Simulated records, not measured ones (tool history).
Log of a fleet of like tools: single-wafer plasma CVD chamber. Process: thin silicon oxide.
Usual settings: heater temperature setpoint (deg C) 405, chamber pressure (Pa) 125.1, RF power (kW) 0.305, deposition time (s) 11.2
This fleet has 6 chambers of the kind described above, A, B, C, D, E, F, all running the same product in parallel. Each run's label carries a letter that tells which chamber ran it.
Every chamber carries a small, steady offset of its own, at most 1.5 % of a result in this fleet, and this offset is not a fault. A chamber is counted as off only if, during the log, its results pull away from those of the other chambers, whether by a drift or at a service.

| run | hour | heater temperature setpoint (deg C) | chamber pressure (Pa) | RF power (kW) | deposition time (s) | hours since the last thermocouple change | hours since the last RF generator calibration | hours since the last manometer calibration | read-back reference wafer on the same gauge, thickness_nm | mean film thickness on the monitor wafer (nm) |
|---|---|---|---|---|---|---|---|---|---|---|
| 1F | 10 | 405 | 125.1 | 0.305 | 11.2 | 1192.7 | 1361.2 | 2137.9 | 23.21 | 23.477 |
| 2A | 17.9 | 405 | 125.1 | 0.305 | 11.2 | 409.9 | 75.7 | 848.7 | 23.21 | 23.732 |
| 3B | 23.5 | 405 | 125.1 | 0.305 | 11.2 | 195.6 | 1357.2 | 1186.4 | 23.208 | 23.752 |
| 4E | 35.3 | 405 | 125.1 | 0.305 | 11.2 | 1000.9 | 326 | 2422.6 | 23.185 | 23.491 |
| 5C | 41.3 | 405 | 125.1 | 0.305 | 11.2 | 361.6 | 1144.9 | 1281.7 | 23.209 | 23.495 |
| 6D | 47 | 405 | 125.1 | 0.305 | 11.2 | 1080.1 | 662.7 | 1066.1 | 23.193 | 23.565 |
| 7F | 59.6 | 396 | 125.1 | 0.305 | 11.2 | 1242.3 | 1410.8 | 2187.5 | 23.199 | 23.599 |
| 8C | 66.2 | 396 | 125.1 | 0.305 | 11.2 | 386.5 | 1169.8 | 1306.6 | 23.18 | 23.821 |
| 9D | 74.9 | 396 | 125.1 | 0.305 | 11.2 | 1108 | 690.6 | 1094 | 23.216 | 23.849 |
|  | 77.4 | chamber D: thermocouple changed; heater temperature recalibrated |
| 10B | 80.8 | 396 | 125.1 | 0.305 | 11.2 | 252.9 | 1414.5 | 1243.7 | 23.211 | 24.003 |
| 11A | 87.6 | 396 | 125.1 | 0.305 | 11.2 | 479.6 | 145.4 | 918.4 | 23.205 | 23.918 |
| 12E | 99.7 | 396 | 125.1 | 0.305 | 11.2 | 1065.3 | 390.4 | 2487 | 23.204 | 23.815 |
|  | 108.4 | chamber F: RF generator calibrated |
| 13C | 110.1 | 405 | 125.1 | 0.305 | 11.2 | 430.4 | 1213.7 | 1350.5 | 23.202 | 23.643 |
|  | 117.1 | chamber F: capacitance manometer re-zeroed and calibrated |
| 14D | 117.6 | 405 | 125.1 | 0.305 | 11.2 | 40.3 | 733.3 | 1136.7 | 23.2 | 23.558 |
| 15B | 126.1 | 405 | 125.1 | 0.305 | 11.2 | 298.2 | 1459.8 | 1289 | 23.2 | 23.887 |
| 16E | 137.3 | 405 | 112.1 | 0.305 | 11.2 | 1102.9 | 428 | 2524.6 | 23.195 | 21.361 |
| 17A | 145.4 | 405 | 112.1 | 0.305 | 11.2 | 537.4 | 203.2 | 976.2 | 23.211 | 21.712 |
| 18F | 153.4 | 405 | 112.1 | 0.305 | 11.2 | 1336.1 | 45 | 36.4 | 23.213 | 21.385 |
| 19C | 163.8 | 405 | 112.1 | 0.305 | 11.2 | 484.1 | 1267.4 | 1404.2 | 23.19 | 21.478 |
| 20E | 173.3 | 405 | 112.1 | 0.305 | 11.2 | 1138.9 | 464 | 2560.6 | 23.19 | 21.508 |
|  | 176.7 | chamber D: capacitance manometer re-zeroed and calibrated |
| 21A | 180.7 | 405 | 112.1 | 0.305 | 11.2 | 572.7 | 238.5 | 1011.5 | 23.212 | 21.492 |
| 22B | 190 | 405 | 125.1 | 0.305 | 11.2 | 362.1 | 1523.7 | 1352.9 | 23.212 | 23.89 |
| 23F | 198 | 405 | 125.1 | 0.305 | 11.2 | 1380.7 | 89.6 | 81 | 23.197 | 23.39 |
| 24D | 205 | 405 | 125.1 | 0.305 | 11.2 | 127.7 | 820.7 | 28.3 | 23.185 | 24.072 |
| 25F | 216.8 | 405 | 125.1 | 0.305 | 11.2 | 1399.5 | 108.4 | 99.8 | 23.199 | 23.417 |
| 26C | 227.7 | 405 | 125.1 | 0.305 | 11.2 | 548 | 1331.3 | 1468.1 | 23.211 | 23.506 |
| 27D | 238.4 | 405 | 125.1 | 0.305 | 11.2 | 161.1 | 854.1 | 61.7 | 23.185 | 24.105 |
| 28E | 244.7 | 405 | 125.1 | 0.305 | 11.2 | 1210.3 | 535.4 | 2632 | 23.196 | 23.58 |
|  | 246.6 | chamber F: thermocouple changed; heater temperature recalibrated |
| 29B | 252.8 | 405 | 125.1 | 0.305 | 11.2 | 424.9 | 1586.5 | 1415.7 | 23.209 | 23.933 |
| 30A | 258.5 | 405 | 125.1 | 0.305 | 11.2 | 650.5 | 316.3 | 1089.3 | 23.195 | 23.6 |
| 31A | 270.5 | 405 | 125.1 | 0.305 | 11.2 | 662.5 | 328.3 | 1101.3 | 23.202 | 23.721 |
| 32D | 283.1 | 405 | 125.1 | 0.305 | 11.2 | 205.8 | 898.8 | 106.4 | 23.199 | 24.123 |
| 33E | 294.9 | 405 | 125.1 | 0.305 | 11.2 | 1260.5 | 585.6 | 2682.2 | 23.18 | 23.737 |
| 34B | 305.2 | 405 | 125.1 | 0.305 | 11.2 | 477.3 | 1638.9 | 1468.1 | 23.197 | 23.968 |
| 35C | 310.7 | 405 | 125.1 | 0.305 | 11.2 | 631 | 1414.3 | 1551.1 | 23.207 | 23.523 |
| 36F | 319 | 412 | 125.1 | 0.305 | 9.5 | 72.5 | 210.6 | 202 | 23.194 | 19.792 |
| 37A | 325.6 | 412 | 125.1 | 0.305 | 9.5 | 717.6 | 383.4 | 1156.4 | 23.2 | 20.028 |
| 38E | 333.6 | 412 | 125.1 | 0.305 | 9.5 | 1299.2 | 624.3 | 2720.9 | 23.204 | 19.998 |
| 39D | 343.3 | 412 | 125.1 | 0.305 | 9.5 | 266 | 959 | 166.6 | 23.222 | 20.403 |

Which is it: a chamber that has drifted or been left off by a service, a gauge drift common to all chambers, or only each chamber's usual small offset? If a chamber is off, name it and its likeliest cause.

After it was serviced, chamber D no longer matches the other chambers.
Cause: true pressure above the setpoint (%) = 2.38.

Which of the 4 candidates below, each the usual settings with something changed and its results left as question marks, puts chamber D back in line with what the other chambers give on the usual settings?
A result is in line if it is within this distance of the other chambers' mean on the usual settings: mean film thickness on the monitor wafer (nm) 0.24
| 40D-1 | 352.6 | 405 | 126.5 | 0.305 | 11.3 |  |  |  |  | ? |
| 40D-2 | 352.6 | 405 | 123.6 | 0.305 | 11.1 |  |  |  |  | ? |
| 40D-3 | 352.6 | 405 | 122.3 | 0.305 | 11 |  |  |  |  | ? |
| 40D-4 | 352.6 | 405 | 127.9 | 0.305 | 11.4 |  |  |  |  | ? |

On the usual settings, the other chambers give on average: mean film thickness on the monitor wafer (nm) 23.644
| run | mean film thickness on the monitor wafer (nm) |
|---|---|
| 40D-1 | 24.603 |
| 40D-2 | 23.697 |
| 40D-3 | 23.271 |
| 40D-4 | 25.01 |
Change 40D-2 lands the chamber within the allowed miss of the other chambers.
